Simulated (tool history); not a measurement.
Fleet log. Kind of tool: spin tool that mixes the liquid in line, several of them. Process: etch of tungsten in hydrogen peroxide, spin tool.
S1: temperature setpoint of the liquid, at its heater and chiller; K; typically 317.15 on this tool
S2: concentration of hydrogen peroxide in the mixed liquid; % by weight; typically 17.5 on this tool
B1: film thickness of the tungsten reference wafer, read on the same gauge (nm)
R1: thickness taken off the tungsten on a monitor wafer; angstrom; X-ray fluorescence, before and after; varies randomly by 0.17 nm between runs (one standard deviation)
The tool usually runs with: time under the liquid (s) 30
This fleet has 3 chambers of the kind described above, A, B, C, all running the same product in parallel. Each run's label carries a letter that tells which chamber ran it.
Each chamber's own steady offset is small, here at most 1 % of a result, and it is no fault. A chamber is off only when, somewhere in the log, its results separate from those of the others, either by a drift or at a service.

Run 1B, day 0.333: usual settings; B1 150. Result: R1 370.83 angstrom.
Run 2A, day 0.708: usual settings; B1 150.01. Result: R1 373.29 angstrom.
Run 3C, day 1.146: usual settings; B1 150.01. Result: R1 368.9 angstrom.
Run 4C, day 1.533: usual settings; B1 149.97. Result: R1 368.5 angstrom.
Run 5B, day 1.988: usual settings; B1 150.02. Result: R1 372.95 angstrom.
Run 6A, day 2.583: usual settings but S2 19 % by weight; B1 150. Result: R1 392.1 angstrom.
Run 7A, day 3.154: usual settings but S2 19 % by weight; B1 149.99. Result: R1 388.89 angstrom.
Run 8B, day 3.583: usual settings but S2 19 % by weight; B1 150. Result: R1 387.28 angstrom.
Run 9C, day 4: usual settings; B1 150.01. Result: R1 369.66 angstrom.
Run 10B, day 4.579: usual settings; B1 150. Result: R1 371.82 angstrom.
Run 11C, day 5.025: usual settings; B1 149.98. Result: R1 367.67 angstrom.
Run 12A, day 5.458: usual settings but S1 324.65 K, S2 19.5 % by weight; B1 150. Result: R1 634.74 angstrom.
Run 13B, day 5.846: usual settings but S1 324.65 K, S2 19.5 % by weight; B1 149.97. Result: R1 628.45 angstrom.
Run 14C, day 6.138: usual settings but S1 324.65 K, S2 19.5 % by weight; B1 149.98. Result: R1 624.57 angstrom.
Run 15A, day 6.571: usual settings; B1 150.02. Result: R1 382.65 angstrom.
At day 6.867: chamber C: new drum of peroxide connected.
Run 16C, day 7.117: usual settings but time under the liquid (s) 15; B1 150.01. Result: R1 183.57 angstrom.
Run 17B, day 7.475: usual settings but time under the liquid (s) 15; B1 149.99. Result: R1 186.76 angstrom.
Run 18A, day 7.779: usual settings but time under the liquid (s) 15; B1 149.99. Result: R1 193.14 angstrom.
Run 19B, day 8.325: usual settings; B1 150.01. Result: R1 370.49 angstrom.
Run 20A, day 8.921: usual settings; B1 149.98. Result: R1 391.39 angstrom.
Run 21C, day 9.221: usual settings; B1 150. Result: R1 372.28 angstrom.
Run 22A, day 9.592: usual settings but S1 323.65 K, S2 22 % by weight; B1 149.98. Result: R1 655.51 angstrom.
Run 23B, day 9.871: usual settings but S1 323.65 K, S2 22 % by weight; B1 150.01. Result: R1 630.81 angstrom.
Run 24C, day 10.15: usual settings but S1 323.65 K, S2 22 % by weight; B1 149.99. Result: R1 624.36 angstrom.
Run 25A, day 10.738: usual settings but S2 21 % by weight; B1 150.02. Result: R1 430.28 angstrom.
Run 26B, day 11.246: usual settings but S2 21 % by weight; B1 150.03. Result: R1 409.51 angstrom.

Has any chamber moved away from the others, gradually or after a service, or does the common gauge drift, or do the chambers differ only by their own small steady offsets? State the chamber and the most likely cause if one applies.

One chamber, A, drifts off from the rest bit by bit.
Likeliest cause: peroxide flow above the setpoint (%) = 12.4.
From this log alone, it may not be told apart from: liquid hotter than its thermometer reads (K).

Which of the 4 candidates below, each the usual settings with something changed and its results left as question marks, puts chamber A back in line with what the other chambers give on the usual settings?
In line here means within this much of the mean the other chambers give on the usual settings: R1 5.9 angstrom
Run 27A-1, day 11.675: usual settings but S1 317.65 K. Result: R1 ?.
Run 27A-2, day 11.675: usual settings but S1 316.15 K. Result: R1 ?.
Run 27A-3, day 11.675: usual settings but S1 318.15 K. Result: R1 ?.
Run 27A-4, day 11.675: usual settings but S1 316.65 K. Result: R1 ?.

Mean of the other chambers on the usual settings: R1 370.49 angstrom
  run      R1
27A-1   409.7
27A-2  372.91
27A-3  422.57
27A-4  384.75
27A-2 is the one that brings the chamber's results back in line with the other chambers.

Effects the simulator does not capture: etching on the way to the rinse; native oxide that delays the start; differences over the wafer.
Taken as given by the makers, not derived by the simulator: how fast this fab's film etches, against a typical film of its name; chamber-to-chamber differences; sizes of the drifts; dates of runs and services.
